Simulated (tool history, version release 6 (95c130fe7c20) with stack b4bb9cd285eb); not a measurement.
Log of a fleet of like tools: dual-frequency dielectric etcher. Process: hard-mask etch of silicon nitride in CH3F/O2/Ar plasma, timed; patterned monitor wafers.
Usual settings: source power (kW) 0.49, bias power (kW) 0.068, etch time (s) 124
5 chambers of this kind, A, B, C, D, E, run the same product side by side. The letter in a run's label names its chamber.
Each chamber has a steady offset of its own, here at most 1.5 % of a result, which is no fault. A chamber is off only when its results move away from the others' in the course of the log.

| run | hour | source power (kW) | bias power (kW) | etch time (s) | hours since the last wet clean | hours since the last source power generator calibration | hours since the last bias power generator calibration | read-back reference wafer on the same gauge, depth_nm | mean etch depth across the wafer (nm) |
|---|---|---|---|---|---|---|---|---|---|
| 1D | 8.7 | 0.49 | 0.068 | 124 | 436.2 | 186.2 | 3617.3 | 89.021 | 91.93 |
| 2E | 19.6 | 0.49 | 0.068 | 124 | 655.1 | 1639.3 | 2267.6 | 89.017 | 91.619 |
| 3A | 30.1 | 0.49 | 0.068 | 124 | 199.1 | 610.9 | 1627.3 | 88.998 | 93.241 |
| 4C | 37.7 | 0.49 | 0.068 | 124 | 299.8 | 1944.3 | 52.4 | 89.056 | 92.886 |
| 5B | 50.5 | 0.49 | 0.068 | 124 | 212.1 | 96.5 | 2501 | 89.011 | 91.525 |
| 6B | 60.4 | 0.49 | 0.068 | 124 | 222 | 106.4 | 2510.9 | 88.985 | 91.455 |
|  | 70.7 | chamber E: wet clean of the chamber |
| 7D | 71.7 | 0.58 | 0.075 | 124 | 499.2 | 249.2 | 3680.3 | 88.995 | 101.63 |
| 8C | 79.3 | 0.58 | 0.075 | 124 | 341.4 | 1985.9 | 94 | 89.04 | 102.72 |
| 9A | 85.8 | 0.58 | 0.075 | 124 | 254.8 | 666.6 | 1683 | 89.003 | 102.76 |
| 10E | 93 | 0.58 | 0.075 | 124 | 22.3 | 1712.7 | 2341 | 89.004 | 100.56 |
| 11E | 105 | 0.58 | 0.075 | 124 | 34.3 | 1724.7 | 2353 | 88.994 | 101.15 |
| 12B | 117.1 | 0.49 | 0.068 | 124 | 278.7 | 163.1 | 2567.6 | 89.016 | 91.599 |
| 13D | 124.2 | 0.49 | 0.068 | 124 | 551.7 | 301.7 | 3732.8 | 89.038 | 91.746 |
|  | 130 | chamber B: bias power generator calibrated |
| 14A | 133 | 0.49 | 0.068 | 124 | 302 | 713.8 | 1730.2 | 88.982 | 93.056 |
| 15C | 142.7 | 0.49 | 0.068 | 124 | 404.8 | 2049.3 | 157.4 | 88.991 | 93.368 |
| 16C | 154.5 | 0.49 | 0.068 | 124 | 416.6 | 2061.1 | 169.2 | 88.985 | 93.149 |
| 17D | 167.6 | 0.49 | 0.068 | 124 | 595.1 | 345.1 | 3776.2 | 88.964 | 92.097 |
|  | 176.6 | chamber D: wet clean of the chamber |
| 18A | 178.2 | 0.49 | 0.068 | 124 | 347.2 | 759 | 1775.4 | 88.975 | 93.001 |
| 19E | 191 | 0.49 | 0.068 | 124 | 120.3 | 1810.7 | 2439 | 88.992 | 91.274 |
|  | 194.4 | chamber A: wet clean of the chamber |
| 20B | 202.2 | 0.49 | 0.068 | 124 | 363.8 | 248.2 | 72.3 | 88.983 | 91.591 |
| 21E | 216.2 | 0.39 | 0.068 | 124 | 145.5 | 1835.9 | 2464.2 | 88.971 | 83.687 |
| 22D | 227.9 | 0.39 | 0.068 | 124 | 51.4 | 405.4 | 3836.5 | 88.983 | 84.043 |
| 23B | 234.5 | 0.39 | 0.068 | 124 | 396.1 | 280.5 | 104.6 | 88.984 | 83.915 |
| 24A | 246.1 | 0.39 | 0.068 | 124 | 51.8 | 826.9 | 1843.3 | 89.032 | 84.986 |
|  | 253.6 | chamber C: wet clean of the chamber |
| 25C | 255.7 | 0.39 | 0.068 | 124 | 2.2 | 2162.3 | 270.4 | 88.991 | 86.796 |
| 26C | 267.9 | 0.49 | 0.068 | 124 | 14.4 | 2174.5 | 282.6 | 89.004 | 94.589 |
| 27A | 280.8 | 0.49 | 0.068 | 124 | 86.5 | 861.6 | 1878 | 88.97 | 93.28 |
| 28E | 293.3 | 0.59 | 0.068 | 154 | 222.6 | 1913 | 2541.3 | 88.988 | 121.91 |
| 29D | 300.7 | 0.59 | 0.068 | 154 | 124.2 | 478.2 | 3909.3 | 89.005 | 122.35 |
| 30B | 314.6 | 0.59 | 0.068 | 154 | 476.2 | 360.6 | 184.7 | 89.045 | 121.66 |
| 31C | 328.9 | 0.59 | 0.068 | 154 | 75.4 | 2235.5 | 343.6 | 88.963 | 126.55 |
| 32D | 339.4 | 0.59 | 0.068 | 154 | 162.9 | 516.9 | 3948 | 88.98 | 122.33 |
| 33B | 347.4 | 0.49 | 0.068 | 124 | 509 | 393.4 | 217.5 | 89.072 | 91.498 |
| 34E | 361.3 | 0.49 | 0.068 | 124 | 290.6 | 1981 | 2609.3 | 89 | 91.547 |
| 35A | 369.6 | 0.49 | 0.068 | 124 | 175.3 | 950.4 | 1966.8 | 88.995 | 92.995 |
| 36B | 377.7 | 0.49 | 0.068 | 124 | 539.3 | 423.7 | 247.8 | 89.026 | 91.741 |
|  | 379.9 | chamber E: bias power generator calibrated |
| 37E | 388.7 | 0.59 | 0.068 | 112 | 318 | 2008.4 | 8.9 | 88.991 | 88.916 |
| 38C | 397.9 | 0.59 | 0.068 | 112 | 144.4 | 2304.5 | 412.6 | 89.003 | 91.755 |
| 39A | 407.1 | 0.59 | 0.068 | 112 | 212.8 | 987.9 | 2004.3 | 89.009 | 90.134 |
| 40D | 418.1 | 0.59 | 0.068 | 112 | 241.6 | 595.6 | 4026.7 | 88.988 | 88.688 |

Is one chamber off against the others, does the gauge drift, or is nothing wrong? If a chamber is off, say which, and what the likeliest cause is.

A service left chamber C off against the others.
Cause: etch rate over this chamber's usual, % = 1.45.

Here are 4 candidates for chamber C's next run, each the usual settings with a change, their results left as question marks. Which one brings its results back in line with what the others give on the usual settings?
In line means no further than this from the other chambers' mean on the usual settings: mean etch depth across the wafer (nm) 0.74
| 41C-1 | 428.3 | 0.51 | 0.071 | 124 |  |  |  |  | ? |
| 41C-2 | 428.3 | 0.49 | 0.079 | 124 |  |  |  |  | ? |
| 41C-3 | 428.3 | 0.49 | 0.063 | 124 |  |  |  |  | ? |
| 41C-4 | 428.3 | 0.48 | 0.067 | 119 |  |  |  |  | ? |

The other chambers' mean on the usual settings: mean etch depth across the wafer (nm) 91.991
| run | mean etch depth across the wafer (nm) |
|---|---|
| 41C-1 | 97.407 |
| 41C-2 | 99.549 |
| 41C-3 | 92.145 |
| 41C-4 | 89.567 |
41C-3 brings the chamber back in line.
